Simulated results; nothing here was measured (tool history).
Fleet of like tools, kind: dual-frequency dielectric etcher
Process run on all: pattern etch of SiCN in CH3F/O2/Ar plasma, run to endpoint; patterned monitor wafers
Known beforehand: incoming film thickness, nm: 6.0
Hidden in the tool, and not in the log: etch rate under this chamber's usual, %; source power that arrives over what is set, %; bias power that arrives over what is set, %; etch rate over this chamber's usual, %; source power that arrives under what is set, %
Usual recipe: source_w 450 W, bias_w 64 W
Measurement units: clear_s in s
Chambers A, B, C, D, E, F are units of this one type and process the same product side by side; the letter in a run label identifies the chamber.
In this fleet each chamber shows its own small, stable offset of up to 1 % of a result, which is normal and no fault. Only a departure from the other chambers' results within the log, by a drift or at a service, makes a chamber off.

| run | day | source_w | bias_w | hours since the last wet clean | hours since the last source power generator calibration | hours since the last bias power generator calibration | clear_s |
|---|---|---|---|---|---|---|---|
|  | 0.071 | chamber E: source power generator calibrated |
| 1F | 0.25 | 450 | 64 | 361.3 | 528.5 | 2049.6 | 16.062 |
| 2A | 0.517 | 450 | 64 | 401 | 1162.7 | 1761.5 | 15.918 |
| 3E | 0.729 | 450 | 64 | 480.5 | 15.9 | 673.1 | 16.034 |
| 4D | 0.871 | 450 | 64 | 486.9 | 4447.5 | 2314.8 | 15.856 |
| 5C | 1.104 | 450 | 64 | 547.9 | 772.2 | 1382.9 | 15.873 |
| 6B | 1.279 | 450 | 64 | 348.6 | 159.4 | 279.5 | 16.044 |
| 7F | 1.404 | 450 | 64 | 389 | 556.2 | 2077.3 | 15.961 |
|  | 1.629 | chamber A: bias power generator calibrated |
| 8B | 1.683 | 450 | 64 | 358.3 | 169.1 | 289.2 | 16.122 |
| 9D | 1.821 | 410 | 64 | 509.7 | 4470.3 | 2337.6 | 16.545 |
| 10C | 2.004 | 410 | 64 | 569.5 | 793.8 | 1404.5 | 16.457 |
| 11A | 2.242 | 410 | 64 | 442.4 | 1204.1 | 14.8 | 16.515 |
| 12E | 2.404 | 410 | 64 | 520.7 | 56.1 | 713.3 | 16.519 |
| 13F | 2.538 | 410 | 64 | 416.2 | 583.4 | 2104.5 | 16.57 |
| 14D | 2.708 | 410 | 64 | 531 | 4491.6 | 2358.9 | 16.452 |
| 15E | 2.983 | 530 | 78 | 534.6 | 70 | 727.2 | 14.081 |
| 16B | 3.154 | 530 | 78 | 393.6 | 204.4 | 324.5 | 14.118 |
|  | 3.279 | chamber A: wet clean of the chamber |
| 17A | 3.367 | 530 | 78 | 2.1 | 1231.1 | 41.8 | 14.433 |
| 18C | 3.55 | 530 | 78 | 606.6 | 830.9 | 1441.6 | 13.917 |
| 19C | 3.788 | 530 | 78 | 612.3 | 836.6 | 1447.3 | 13.909 |
|  | 3.879 | chamber B: wet clean of the chamber |
| 20D | 4.038 | 530 | 78 | 562.9 | 4523.5 | 2390.8 | 13.966 |
| 21A | 4.283 | 450 | 64 | 24.1 | 1253.1 | 63.8 | 16.41 |
| 22E | 4.417 | 450 | 64 | 569 | 104.4 | 761.6 | 16.01 |
| 23F | 4.596 | 450 | 64 | 465.6 | 632.8 | 2153.9 | 15.877 |
| 24B | 4.779 | 560 | 59 | 21.7 | 243.4 | 363.5 | 15.191 |
| 25F | 4.946 | 560 | 59 | 474 | 641.2 | 2162.3 | 15.16 |
| 26A | 5.133 | 560 | 59 | 44.5 | 1273.5 | 84.2 | 15.473 |
| 27C | 5.338 | 560 | 59 | 649.5 | 873.8 | 1484.5 | 15.042 |
| 28D | 5.488 | 560 | 59 | 597.7 | 4558.3 | 2425.6 | 15.026 |
|  | 5.533 | chamber C: wet clean of the chamber |
| 29B | 5.658 | 560 | 59 | 42.8 | 264.5 | 384.6 | 15.176 |
| 30E | 5.821 | 450 | 64 | 602.7 | 138.1 | 795.3 | 16.022 |
| 31D | 5.954 | 450 | 64 | 608.9 | 4569.5 | 2436.8 | 15.964 |
| 32B | 6.179 | 450 | 64 | 55.3 | 277 | 397.1 | 16.08 |
| 33E | 6.354 | 450 | 64 | 615.5 | 150.9 | 808.1 | 16.079 |
| 34C | 6.612 | 450 | 64 | 26 | 904.4 | 1515.1 | 15.877 |
| 35A | 6.75 | 450 | 64 | 83.3 | 1312.3 | 123 | 16.366 |
| 36F | 6.892 | 450 | 79 | 520.7 | 687.9 | 2209 | 14.881 |
| 37B | 7.088 | 450 | 79 | 77.1 | 298.8 | 418.9 | 14.889 |
| 38A | 7.288 | 450 | 79 | 96.2 | 1325.2 | 135.9 | 15.227 |

All 6 chambers run these settings next. Forecast each chamber's results:
| 39A | 7.488 | 450 | 64 |  |  |  | ? |
| 39B | 7.488 | 450 | 64 |  |  |  | ? |
| 39C | 7.488 | 450 | 64 |  |  |  | ? |
| 39D | 7.488 | 450 | 64 |  |  |  | ? |
| 39E | 7.488 | 450 | 64 |  |  |  | ? |
| 39F | 7.488 | 450 | 64 |  |  |  | ? |

| run | clear_s |
|---|---|
| 39A | 16.436 |
| 39B | 16.128 |
| 39C | 15.918 |
| 39D | 15.908 |
| 39E | 15.955 |
| 39F | 15.964 |

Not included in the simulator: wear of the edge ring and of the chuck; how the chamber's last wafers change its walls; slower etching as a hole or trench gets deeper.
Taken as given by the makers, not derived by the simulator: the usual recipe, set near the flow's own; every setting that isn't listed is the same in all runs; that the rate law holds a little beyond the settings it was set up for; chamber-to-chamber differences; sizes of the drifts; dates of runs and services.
